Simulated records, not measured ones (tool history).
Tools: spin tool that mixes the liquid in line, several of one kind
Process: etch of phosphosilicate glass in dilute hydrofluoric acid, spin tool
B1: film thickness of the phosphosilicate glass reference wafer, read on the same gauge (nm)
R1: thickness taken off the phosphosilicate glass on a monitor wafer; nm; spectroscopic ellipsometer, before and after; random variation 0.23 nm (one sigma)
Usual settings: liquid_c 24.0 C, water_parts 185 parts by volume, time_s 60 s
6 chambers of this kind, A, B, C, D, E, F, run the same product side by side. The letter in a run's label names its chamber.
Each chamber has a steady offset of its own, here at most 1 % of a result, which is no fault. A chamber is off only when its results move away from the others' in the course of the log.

run 1F day=0.483 | liquid_c=24.0 water_parts=185 time_s=60 | B1=40.019 | R1=58.837
run 2C day=0.858 | liquid_c=24.0 water_parts=185 time_s=60 | B1=39.958 | R1=59.164
run 3B day=1.129 | liquid_c=24.0 water_parts=185 time_s=60 | B1=40.006 | R1=59.089
run 4A day=1.404 | liquid_c=24.0 water_parts=185 time_s=60 | B1=39.987 | R1=57.768
run 5E day=1.654 | liquid_c=24.0 water_parts=185 time_s=60 | B1=40.003 | R1=58.280
run 6D day=1.958 | liquid_c=24.0 water_parts=185 time_s=40 | B1=40.004 | R1=39.090
run 7E day=2.283 | liquid_c=24.0 water_parts=185 time_s=40 | B1=39.994 | R1=39.219
run 8A day=2.542 | liquid_c=24.0 water_parts=185 time_s=40 | B1=39.991 | R1=38.957
run 9D day=2.858 | liquid_c=24.0 water_parts=185 time_s=40 | B1=39.995 | R1=39.269
run 10F day=3.238 | liquid_c=24.0 water_parts=185 time_s=40 | B1=40.011 | R1=39.206
run 11C day=3.617 | liquid_c=24.0 water_parts=185 time_s=40 | B1=39.981 | R1=39.336
run 12B day=4.058 | liquid_c=24.0 water_parts=185 time_s=60 | B1=39.996 | R1=58.771
run 13D day=4.542 | liquid_c=24.0 water_parts=185 time_s=25 | B1=40.004 | R1=24.509
run 14E day=4.988 | liquid_c=24.0 water_parts=185 time_s=25 | B1=40.041 | R1=24.431
run 15A day=5.400 | liquid_c=24.0 water_parts=185 time_s=25 | B1=39.990 | R1=24.542
run 16B day=5.762 | liquid_c=24.0 water_parts=185 time_s=25 | B1=40.017 | R1=24.409
run 17C day=6.021 | liquid_c=24.0 water_parts=185 time_s=25 | B1=39.995 | R1=24.551
run 18F day=6.442 | liquid_c=24.0 water_parts=185 time_s=25 | B1=40.030 | R1=24.514
run 19E day=6.817 | liquid_c=24.0 water_parts=185 time_s=60 | B1=39.999 | R1=58.481
run 20B day=7.129 | liquid_c=24.0 water_parts=185 time_s=60 | B1=40.016 | R1=58.922
run 21C day=7.433 | liquid_c=24.0 water_parts=185 time_s=60 | B1=40.004 | R1=58.834
run 22A day=7.879 | liquid_c=24.0 water_parts=185 time_s=60 | B1=40.005 | R1=58.618
run 23D day=8.142 | liquid_c=24.0 water_parts=185 time_s=60 | B1=39.983 | R1=59.032
run 24F day=8.442 | liquid_c=20.5 water_parts=185 time_s=60 | B1=39.973 | R1=51.649
run 25A day=8.942 | liquid_c=20.5 water_parts=185 time_s=60 | B1=39.983 | R1=51.066
run 26B day=9.421 | liquid_c=20.5 water_parts=185 time_s=60 | B1=40.019 | R1=51.459
run 27C day=9.696 | liquid_c=20.5 water_parts=185 time_s=60 | B1=40.013 | R1=51.639
run 28D day=10.004 | liquid_c=20.5 water_parts=185 time_s=60 | B1=40.009 | R1=51.968
run 29F day=10.346 | liquid_c=20.5 water_parts=185 time_s=60 | B1=39.999 | R1=51.295
run 30E day=10.646 | liquid_c=24.0 water_parts=185 time_s=60 | B1=40.048 | R1=58.585
run 31A day=10.917 | liquid_c=24.0 water_parts=185 time_s=60 | B1=39.994 | R1=58.426
run 32D day=11.254 | liquid_c=24.0 water_parts=185 time_s=60 | B1=39.999 | R1=58.967
run 33E day=11.483 | liquid_c=24.0 water_parts=185 time_s=60 | B1=40.008 | R1=58.353
run 34C day=11.812 | liquid_c=24.0 water_parts=185 time_s=60 | B1=39.995 | R1=58.734
run 35B day=12.162 | liquid_c=24.0 water_parts=250 time_s=60 | B1=40.010 | R1=40.628
run 36F day=12.458 | liquid_c=24.0 water_parts=250 time_s=60 | B1=39.979 | R1=40.581

All 6 chambers run these settings next. Forecast each chamber's results:
run 37A day=12.825 | liquid_c=20.0 water_parts=185 time_s=60 | R1=?
run 37B day=12.825 | liquid_c=20.0 water_parts=185 time_s=60 | R1=?
run 37C day=12.825 | liquid_c=20.0 water_parts=185 time_s=60 | R1=?
run 37D day=12.825 | liquid_c=20.0 water_parts=185 time_s=60 | R1=?
run 37E day=12.825 | liquid_c=20.0 water_parts=185 time_s=60 | R1=?
run 37F day=12.825 | liquid_c=20.0 water_parts=185 time_s=60 | R1=?

run=37A R1=50.072
run=37B R1=50.728
run=37C R1=50.530
run=37D R1=50.103
run=37E R1=50.467
run=37F R1=50.445
